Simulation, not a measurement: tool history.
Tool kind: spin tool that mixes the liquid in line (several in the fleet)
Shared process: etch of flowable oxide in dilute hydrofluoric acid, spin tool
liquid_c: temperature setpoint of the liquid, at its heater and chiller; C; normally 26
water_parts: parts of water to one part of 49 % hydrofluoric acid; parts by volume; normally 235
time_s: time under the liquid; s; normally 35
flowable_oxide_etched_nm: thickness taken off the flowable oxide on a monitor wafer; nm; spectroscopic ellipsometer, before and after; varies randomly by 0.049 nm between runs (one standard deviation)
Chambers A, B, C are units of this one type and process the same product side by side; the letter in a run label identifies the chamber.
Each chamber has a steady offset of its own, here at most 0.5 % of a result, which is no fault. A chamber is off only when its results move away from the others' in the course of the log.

run	hour	liquid_c	water_parts	time_s	hours since the thermometer was replaced	hours since the hydrofluoric acid flow meter was replaced	read-back film thickness of the flowable oxide reference wafer, read on the same gauge (nm)	flowable_oxide_etched_nm
1B	5.7	26	235	35	1232.6	241.2	129.99	5.0055
2A	11.5	26	235	35	75.4	294.4	130.01	5.1173
3C	17.0	26	235	35	2214.9	290.6	130.01	5.0411
4B	21.9	26	235	35	1248.8	257.4	130.00	5.1368
5C	28.1	26	235	45	2226.0	301.7	129.99	6.5198
6A	34.5	26	235	45	98.4	317.4	130.00	6.3053
7C	38.7	26	235	45	2236.6	312.3	130.00	6.4380
8A	42.4	26	190	35	106.3	325.3	129.99	6.4351
9B	48.5	26	190	35	1275.4	284.0	130.00	6.5714
10B	54.2	26	190	35	1281.1	289.7	129.98	6.5659
11A	59.5	26	235	35	123.4	342.4	130.00	4.8152
12C	65.5	26	235	35	2263.4	339.1	130.02	5.0448
13C	72.0	23	235	35	2269.9	345.6	130.00	4.5124
14B	75.9	23	235	35	1302.8	311.4	129.99	4.5828
15A	81.4	23	235	35	145.3	364.3	130.02	4.2859
16B	87.6	26	235	35	1314.5	323.1	130.00	5.0215
17A	94.0	26	235	35	157.9	376.9	130.01	4.7419
18C	97.1	26	235	35	2295.0	370.7	130.00	5.0638
19C	102.6	26	235	35	2300.5	376.2	130.00	4.9889
20A	108.4	26	235	35	172.3	391.3	130.00	4.5697
21B	111.9	26	235	35	1338.8	347.4	130.01	5.0765
22B	118.2	26	235	35	1345.1	353.7	130.00	4.9944

Next, every chamber runs the same settings. What will each give?
23A	123.0	26	235	35				?
23B	123.0	26	235	35				?
23C	123.0	26	235	35				?

run	flowable_oxide_etched_nm
23A	4.5113
23B	5.1171
23C	5.0544

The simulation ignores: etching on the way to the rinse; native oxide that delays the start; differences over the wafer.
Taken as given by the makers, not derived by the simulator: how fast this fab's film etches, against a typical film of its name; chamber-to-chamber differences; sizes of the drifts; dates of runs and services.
